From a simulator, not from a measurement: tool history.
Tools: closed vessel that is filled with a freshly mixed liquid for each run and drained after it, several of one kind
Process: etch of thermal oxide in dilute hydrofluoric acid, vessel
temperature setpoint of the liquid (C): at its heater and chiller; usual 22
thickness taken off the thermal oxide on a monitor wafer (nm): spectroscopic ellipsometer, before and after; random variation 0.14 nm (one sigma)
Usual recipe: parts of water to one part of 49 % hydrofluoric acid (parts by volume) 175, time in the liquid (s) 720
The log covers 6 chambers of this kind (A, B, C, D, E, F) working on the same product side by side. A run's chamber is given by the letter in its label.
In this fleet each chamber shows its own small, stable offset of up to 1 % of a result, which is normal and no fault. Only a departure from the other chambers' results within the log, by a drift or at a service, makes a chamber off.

| run | hour | temperature setpoint of the liquid (C) | parts of water to one part of 49 % hydrofluoric acid (parts by volume) | time in the liquid (s) | hours since the thermometer was replaced | hours since the hydrofluoric acid flow meter was replaced | read-back film thickness of the thermal oxide reference wafer, read on the same gauge (nm) | thickness taken off the thermal oxide on a monitor wafer (nm) |
|---|---|---|---|---|---|---|---|---|
| 1F | 7.2 | 22 | 175 | 720 | 545.1 | 980.8 | 90.018 | 17.499 |
| 2C | 14.1 | 22 | 175 | 720 | 1013.4 | 567 | 90.011 | 17.586 |
| 3D | 18.8 | 22 | 175 | 720 | 1302.4 | 1505.9 | 90.004 | 17.369 |
| 4E | 25.1 | 22 | 175 | 720 | 1355.1 | 765 | 90.002 | 17.07 |
| 5A | 29.8 | 22 | 175 | 720 | 2495.1 | 363.2 | 89.992 | 17.301 |
| 6B | 34.9 | 22 | 175 | 550 | 1974.6 | 318.6 | 89.99 | 13.376 |
| 7E | 39.6 | 22 | 175 | 550 | 1369.6 | 779.5 | 89.999 | 13.163 |
| 8A | 43.8 | 22 | 175 | 550 | 2509.1 | 377.2 | 90.029 | 13.418 |
| 9D | 47.8 | 22 | 175 | 550 | 1331.4 | 1534.9 | 90.03 | 13.192 |
| 10C | 54.6 | 22 | 175 | 550 | 1053.9 | 607.5 | 90.001 | 13.399 |
|  | 58.6 | chamber F: thermometer replaced |
| 11B | 58.8 | 22 | 175 | 550 | 1998.5 | 342.5 | 89.999 | 13.351 |
| 12F | 63.5 | 22 | 175 | 720 | 4.9 | 1037.1 | 89.983 | 17.642 |
| 13E | 71.7 | 22 | 175 | 720 | 1401.7 | 811.6 | 90.024 | 17.361 |
| 14A | 76.2 | 22 | 175 | 720 | 2541.5 | 409.6 | 89.973 | 17.662 |
| 15B | 81.6 | 22 | 175 | 720 | 2021.3 | 365.3 | 89.999 | 17.189 |
| 16C | 89.9 | 22 | 175 | 720 | 1089.2 | 642.8 | 90.073 | 17.498 |
| 17D | 94.7 | 22 | 175 | 720 | 1378.3 | 1581.8 | 89.997 | 17.353 |
| 18F | 100.4 | 22 | 175 | 720 | 41.8 | 1074 | 89.983 | 17.729 |
| 19B | 105.7 | 22 | 175 | 720 | 2045.4 | 389.4 | 90.021 | 17.232 |
| 20E | 110.8 | 22 | 175 | 720 | 1440.8 | 850.7 | 90.027 | 17.397 |
|  | 114.8 | chamber A: hydrofluoric acid flow meter replaced |
| 21A | 116.2 | 22 | 175 | 720 | 2581.5 | 1.4 | 90.005 | 17.601 |
| 22D | 120.7 | 22 | 175 | 720 | 1404.3 | 1607.8 | 89.997 | 16.978 |
| 23F | 127.6 | 22 | 175 | 720 | 69 | 1101.2 | 89.944 | 17.451 |
| 24C | 132.5 | 24.5 | 175 | 720 | 1131.8 | 685.4 | 89.994 | 19.787 |
|  | 137.9 | chamber B: thermometer replaced |
| 25C | 141.6 | 24.5 | 175 | 720 | 1140.9 | 694.5 | 89.945 | 19.965 |
| 26B | 146.1 | 24.5 | 175 | 720 | 8.3 | 429.8 | 89.961 | 19.04 |
| 27D | 151.2 | 24.5 | 175 | 720 | 1434.8 | 1638.3 | 90.033 | 18.756 |
| 28A | 158.9 | 24.5 | 175 | 720 | 2624.2 | 44.1 | 89.957 | 19.254 |
| 29E | 166.4 | 24.5 | 175 | 720 | 1496.4 | 906.3 | 90.01 | 18.993 |
| 30F | 174 | 22 | 175 | 1045 | 115.4 | 1147.6 | 89.965 | 25.705 |
| 31F | 180.5 | 22 | 175 | 1045 | 121.9 | 1154.1 | 90.039 | 25.854 |
| 32E | 185.1 | 22 | 175 | 1045 | 1515.1 | 925 | 90.014 | 25.093 |
| 33B | 189.5 | 22 | 175 | 1045 | 51.7 | 473.2 | 90.004 | 25.367 |
| 34D | 193.7 | 22 | 175 | 1045 | 1477.3 | 1680.8 | 90.022 | 25.116 |
|  | 194.9 | chamber A: thermometer replaced |
| 35A | 202.9 | 22 | 175 | 1045 | 8.1 | 88.1 | 90.009 | 25.207 |
| 36C | 209.2 | 22 | 175 | 720 | 1208.5 | 762.1 | 89.948 | 18.623 |
| 37C | 216.9 | 22 | 175 | 720 | 1216.2 | 769.8 | 89.995 | 18.899 |
| 38E | 223.1 | 22 | 175 | 720 | 1553.1 | 963 | 89.979 | 17.142 |
| 39B | 232.2 | 22 | 105 | 720 | 94.4 | 515.9 | 89.998 | 30.739 |
| 40A | 240.7 | 22 | 105 | 720 | 45.9 | 125.9 | 89.973 | 30.971 |
| 41D | 246.1 | 22 | 105 | 720 | 1529.7 | 1733.2 | 89.995 | 30.776 |
| 42F | 255.1 | 22 | 105 | 720 | 196.5 | 1228.7 | 90.024 | 31.38 |
| 43A | 262.4 | 22 | 105 | 720 | 67.6 | 147.6 | 90.016 | 30.932 |

The same settings go to every chamber for the next run, one line per chamber below. Forecast the results for each:
| 44A | 269 | 22 | 175 | 935 |  |  |  | ? |
| 44B | 269 | 22 | 175 | 935 |  |  |  | ? |
| 44C | 269 | 22 | 175 | 935 |  |  |  | ? |
| 44D | 269 | 22 | 175 | 935 |  |  |  | ? |
| 44E | 269 | 22 | 175 | 935 |  |  |  | ? |
| 44F | 269 | 22 | 175 | 935 |  |  |  | ? |

| run | thickness taken off the thermal oxide on a monitor wafer (nm) |
|---|---|
| 44A | 22.495 |
| 44B | 22.117 |
| 44C | 25.418 |
| 44D | 22.499 |
| 44E | 22.357 |
| 44F | 23.302 |

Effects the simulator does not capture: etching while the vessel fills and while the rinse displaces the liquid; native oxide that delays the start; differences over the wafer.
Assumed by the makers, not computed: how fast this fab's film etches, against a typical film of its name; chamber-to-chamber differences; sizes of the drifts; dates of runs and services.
